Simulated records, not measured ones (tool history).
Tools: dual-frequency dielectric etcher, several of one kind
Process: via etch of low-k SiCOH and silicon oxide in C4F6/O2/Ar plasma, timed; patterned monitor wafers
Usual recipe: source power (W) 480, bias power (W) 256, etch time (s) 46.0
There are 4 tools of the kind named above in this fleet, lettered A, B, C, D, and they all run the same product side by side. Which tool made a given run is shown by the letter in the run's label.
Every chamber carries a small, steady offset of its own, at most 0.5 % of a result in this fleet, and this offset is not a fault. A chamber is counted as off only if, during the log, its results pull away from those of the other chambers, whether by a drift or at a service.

run   hour  source power (W)  bias power (W)  etch time (s)  hours since the last wet clean  hours since the last source power generator calibration  hours since the last bias power generator calibration  read-back reference wafer on the same gauge, depth_nm  mean etch depth across the wafer (Å)
 1A   13.7               480             256           46.0                           421.2                                                   2791.9                                                  495.7                                                 120.02                               1314.30
 2D   26.2               480             256           46.0                            28.5                                                    517.5                                                 2448.0                                                 119.99                               1310.00
 3C   36.0               480             256           46.0                           312.2                                                    705.8                                                 2327.1                                                 119.90                               1308.50
 4B   42.7               480             256           46.0                           376.3                                                   2826.7                                                 1067.4                                                 119.93                               1305.40
 5C   53.1               480             256           46.0                           329.3                                                    722.9                                                 2344.2                                                 119.92                               1307.40
      57.5  -- chamber B: wet clean of the chamber
      66.9  -- chamber A: wet clean of the chamber
 6B   67.1               480             256           46.0                             9.7                                                   2851.1                                                 1091.8                                                 119.89                               1304.60
 7D   78.9               480             256           46.0                            81.2                                                    570.2                                                 2500.7                                                 119.90                               1308.70
 8A   92.4               480             256           46.0                            25.5                                                   2870.6                                                  574.4                                                 119.83                               1313.00
 9B  104.2               480             256           46.0                            46.8                                                   2888.2                                                 1128.9                                                 119.84                               1306.70
10D  114.7               480             256           46.0                           117.0                                                    606.0                                                 2536.5                                                 119.80                               1310.80
11A  127.2               480             256           46.0                            60.3                                                   2905.4                                                  609.2                                                 119.79                               1312.70
12C  138.7               480             256           46.0                           414.9                                                    808.5                                                 2429.8                                                 119.77                               1308.30
13D  149.4               480             256           46.0                           151.7                                                    640.7                                                 2571.2                                                 119.78                               1309.80
14C  159.5               480             256           46.0                           435.7                                                    829.3                                                 2450.6                                                 119.77                               1303.90
15A  168.8               480             256           46.0                           101.9                                                   2947.0                                                  650.8                                                 119.78                               1310.60
16B  179.8               480             256           46.0                           122.4                                                   2963.8                                                 1204.5                                                 119.70                               1304.60
17D  193.3               480             256           46.0                           195.6                                                    684.6                                                 2615.1                                                 119.70                               1309.20
18B  200.2               480             256           46.0                           142.8                                                   2984.2                                                 1224.9                                                 119.70                               1303.30
19A  213.4               480             256           46.0                           146.5                                                   2991.6                                                  695.4                                                 119.67                               1308.30
20C  220.7               480             256           46.0                           496.9                                                    890.5                                                 2511.8                                                 119.68                               1304.00
21D  232.9               480             256           46.0                           235.2                                                    724.2                                                 2654.7                                                 119.63                               1309.50
22B  244.7               480             256           46.0                           187.3                                                   3028.7                                                 1269.4                                                 119.62                               1302.40
23A  256.6               480             256           46.0                           189.7                                                   3034.8                                                  738.6                                                 119.62                               1308.00
24C  270.1               480             256           46.0                           546.3                                                    939.9                                                 2561.2                                                 119.58                               1305.00
25A  282.6               480             256           46.0                           215.7                                                   3060.8                                                  764.6                                                 119.53                               1310.80
26C  291.7               480             256           46.0                           567.9                                                    961.5                                                 2582.8                                                 119.58                               1301.30
27D  298.5               480             256           39.0                           300.8                                                    789.8                                                 2720.3                                                 119.59                               1106.30
     299.1  -- chamber C: wet clean of the chamber
28B  305.6               480             256           39.0                           248.2                                                   3089.6                                                 1330.3                                                 119.56                               1103.30
29A  317.6               480             256           39.0                           250.7                                                   3095.8                                                  799.6                                                 119.51                               1108.30
30B  330.6               480             256           39.0                           273.2                                                   3114.6                                                 1355.3                                                 119.51                               1103.20
31C  339.0               480             256           46.0                            40.0                                                   1008.8                                                 2630.1                                                 119.51                               1298.30
32D  349.1               480             256           46.0                           351.4                                                    840.4                                                 2770.9                                                 119.47                               1304.90
33A  359.2               480             256           32.5                           292.3                                                   3137.4                                                  841.2                                                 119.49                                923.16
34B  370.8               480             256           32.5                           313.4                                                   3154.8                                                 1395.5                                                 119.43                                919.41
35D  379.7               480             256           32.5                           382.0                                                    871.0                                                 2801.5                                                 119.44                                923.11
36C  386.7               480             256           32.5                            87.7                                                   1056.5                                                 2677.8                                                 119.44                                919.97
37B  393.3               480             256           46.0                           335.9                                                   3177.3                                                 1418.0                                                 119.40                               1298.20
     398.4  -- chamber D: wet clean of the chamber
38C  399.8               480             219           46.0                           100.8                                                   1069.6                                                 2690.9                                                 119.37                               1233.30
39A  406.7               480             219           46.0                           339.8                                                   3184.9                                                  888.7                                                 119.33                               1240.70
40D  417.2               480             219           46.0                            18.8                                                    908.5                                                 2839.0                                                 119.38                               1241.00
41C  423.6               480             219           46.0                           124.6                                                   1093.4                                                 2714.7                                                 119.36                               1235.20

Does one chamber stand apart from the rest, does the shared gauge drift, or is all well apart from small per-chamber offsets? Give the chamber and the most likely cause, where there is one.

The gauge drifts, so all chambers seem to drift together. No chamber is off.
Cause: gauge reads low (%) = 0.549.

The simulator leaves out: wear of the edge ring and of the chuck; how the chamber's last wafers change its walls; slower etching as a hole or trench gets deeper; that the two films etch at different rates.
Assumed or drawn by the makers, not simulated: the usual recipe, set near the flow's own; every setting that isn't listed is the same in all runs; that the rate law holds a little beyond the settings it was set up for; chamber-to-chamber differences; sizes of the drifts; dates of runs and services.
